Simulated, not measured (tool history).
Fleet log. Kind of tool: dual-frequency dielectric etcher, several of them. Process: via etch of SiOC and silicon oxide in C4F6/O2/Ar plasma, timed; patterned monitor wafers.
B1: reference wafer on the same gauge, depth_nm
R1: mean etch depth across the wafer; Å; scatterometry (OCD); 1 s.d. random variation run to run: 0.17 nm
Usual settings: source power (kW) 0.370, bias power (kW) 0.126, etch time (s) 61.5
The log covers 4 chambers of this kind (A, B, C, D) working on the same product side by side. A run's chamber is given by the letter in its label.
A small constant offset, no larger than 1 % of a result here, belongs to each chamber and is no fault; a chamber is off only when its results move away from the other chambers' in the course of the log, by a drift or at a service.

{"run": "1C", "day": 0.417, "source power (kW)": 0.37, "bias power (kW)": 0.126, "etch time (s)": 61.5, "B1": 54.477, "R1": 600.67}
{"run": "2D", "day": 0.612, "source power (kW)": 0.37, "bias power (kW)": 0.126, "etch time (s)": 61.5, "B1": 54.505, "R1": 602.84}
{"run": "3A", "day": 0.9, "source power (kW)": 0.37, "bias power (kW)": 0.126, "etch time (s)": 61.5, "B1": 54.49, "R1": 600.57}
{"run": "4B", "day": 1.304, "source power (kW)": 0.37, "bias power (kW)": 0.126, "etch time (s)": 61.5, "B1": 54.472, "R1": 601.68}
{"run": "5C", "day": 1.571, "source power (kW)": 0.37, "bias power (kW)": 0.126, "etch time (s)": 61.5, "B1": 54.455, "R1": 607.05}
{"day": 1.588, "done": "chamber C: wet clean of the chamber"}
{"run": "6B", "day": 1.825, "source power (kW)": 0.37, "bias power (kW)": 0.126, "etch time (s)": 61.5, "B1": 54.537, "R1": 598.95}
{"run": "7D", "day": 2.142, "source power (kW)": 0.37, "bias power (kW)": 0.126, "etch time (s)": 61.5, "B1": 54.525, "R1": 598.94}
{"run": "8A", "day": 2.45, "source power (kW)": 0.37, "bias power (kW)": 0.126, "etch time (s)": 61.5, "B1": 54.497, "R1": 600.0}
{"run": "9A", "day": 2.842, "source power (kW)": 0.37, "bias power (kW)": 0.126, "etch time (s)": 61.5, "B1": 54.479, "R1": 596.21}
{"run": "10D", "day": 3.05, "source power (kW)": 0.37, "bias power (kW)": 0.126, "etch time (s)": 61.5, "B1": 54.469, "R1": 602.01}
{"run": "11C", "day": 3.321, "source power (kW)": 0.37, "bias power (kW)": 0.126, "etch time (s)": 61.5, "B1": 54.522, "R1": 606.71}
{"run": "12B", "day": 3.738, "source power (kW)": 0.37, "bias power (kW)": 0.126, "etch time (s)": 61.5, "B1": 54.492, "R1": 599.47}
{"run": "13D", "day": 4.021, "source power (kW)": 0.37, "bias power (kW)": 0.126, "etch time (s)": 61.5, "B1": 54.5, "R1": 601.73}
{"run": "14B", "day": 4.35, "source power (kW)": 0.37, "bias power (kW)": 0.126, "etch time (s)": 61.5, "B1": 54.503, "R1": 602.97}
{"run": "15C", "day": 4.583, "source power (kW)": 0.44, "bias power (kW)": 0.104, "etch time (s)": 61.5, "B1": 54.503, "R1": 613.29}
{"run": "16A", "day": 4.771, "source power (kW)": 0.44, "bias power (kW)": 0.104, "etch time (s)": 61.5, "B1": 54.526, "R1": 600.67}
{"run": "17B", "day": 5.05, "source power (kW)": 0.44, "bias power (kW)": 0.104, "etch time (s)": 61.5, "B1": 54.503, "R1": 610.08}
{"run": "18C", "day": 5.396, "source power (kW)": 0.44, "bias power (kW)": 0.104, "etch time (s)": 61.5, "B1": 54.498, "R1": 617.29}
{"run": "19A", "day": 5.708, "source power (kW)": 0.37, "bias power (kW)": 0.126, "etch time (s)": 61.5, "B1": 54.504, "R1": 589.77}
{"run": "20D", "day": 6.075, "source power (kW)": 0.37, "bias power (kW)": 0.126, "etch time (s)": 53.0, "B1": 54.501, "R1": 515.79}
{"run": "21A", "day": 6.283, "source power (kW)": 0.37, "bias power (kW)": 0.126, "etch time (s)": 53.0, "B1": 54.509, "R1": 509.94}
{"run": "22C", "day": 6.675, "source power (kW)": 0.37, "bias power (kW)": 0.126, "etch time (s)": 53.0, "B1": 54.5, "R1": 518.81}
{"run": "23B", "day": 6.983, "source power (kW)": 0.37, "bias power (kW)": 0.126, "etch time (s)": 53.0, "B1": 54.517, "R1": 520.16}
{"run": "24D", "day": 7.338, "source power (kW)": 0.37, "bias power (kW)": 0.126, "etch time (s)": 61.5, "B1": 54.529, "R1": 598.8}
{"run": "25D", "day": 7.733, "source power (kW)": 0.37, "bias power (kW)": 0.126, "etch time (s)": 61.5, "B1": 54.529, "R1": 603.26}
{"run": "26A", "day": 7.933, "source power (kW)": 0.37, "bias power (kW)": 0.126, "etch time (s)": 61.5, "B1": 54.498, "R1": 589.68}
{"run": "27C", "day": 8.258, "source power (kW)": 0.37, "bias power (kW)": 0.126, "etch time (s)": 61.5, "B1": 54.517, "R1": 606.94}
{"run": "28B", "day": 8.658, "source power (kW)": 0.37, "bias power (kW)": 0.126, "etch time (s)": 61.5, "B1": 54.537, "R1": 600.56}
{"run": "29D", "day": 9.062, "source power (kW)": 0.37, "bias power (kW)": 0.126, "etch time (s)": 61.5, "B1": 54.517, "R1": 601.63}
{"run": "30B", "day": 9.333, "source power (kW)": 0.37, "bias power (kW)": 0.126, "etch time (s)": 61.5, "B1": 54.499, "R1": 602.46}
{"run": "31C", "day": 9.592, "source power (kW)": 0.37, "bias power (kW)": 0.126, "etch time (s)": 61.5, "B1": 54.512, "R1": 603.17}

The same settings go to every chamber for the next run, one line per chamber below. Forecast the results for each:
{"run": "32A", "day": 9.9, "source power (kW)": 0.37, "bias power (kW)": 0.126, "etch time (s)": 61.5, "R1": "?"}
{"run": "32B", "day": 9.9, "source power (kW)": 0.37, "bias power (kW)": 0.126, "etch time (s)": 61.5, "R1": "?"}
{"run": "32C", "day": 9.9, "source power (kW)": 0.37, "bias power (kW)": 0.126, "etch time (s)": 61.5, "R1": "?"}
{"run": "32D", "day": 9.9, "source power (kW)": 0.37, "bias power (kW)": 0.126, "etch time (s)": 61.5, "R1": "?"}

run=32A R1=583.60
run=32B R1=601.49
run=32C R1=606.54
run=32D R1=599.48
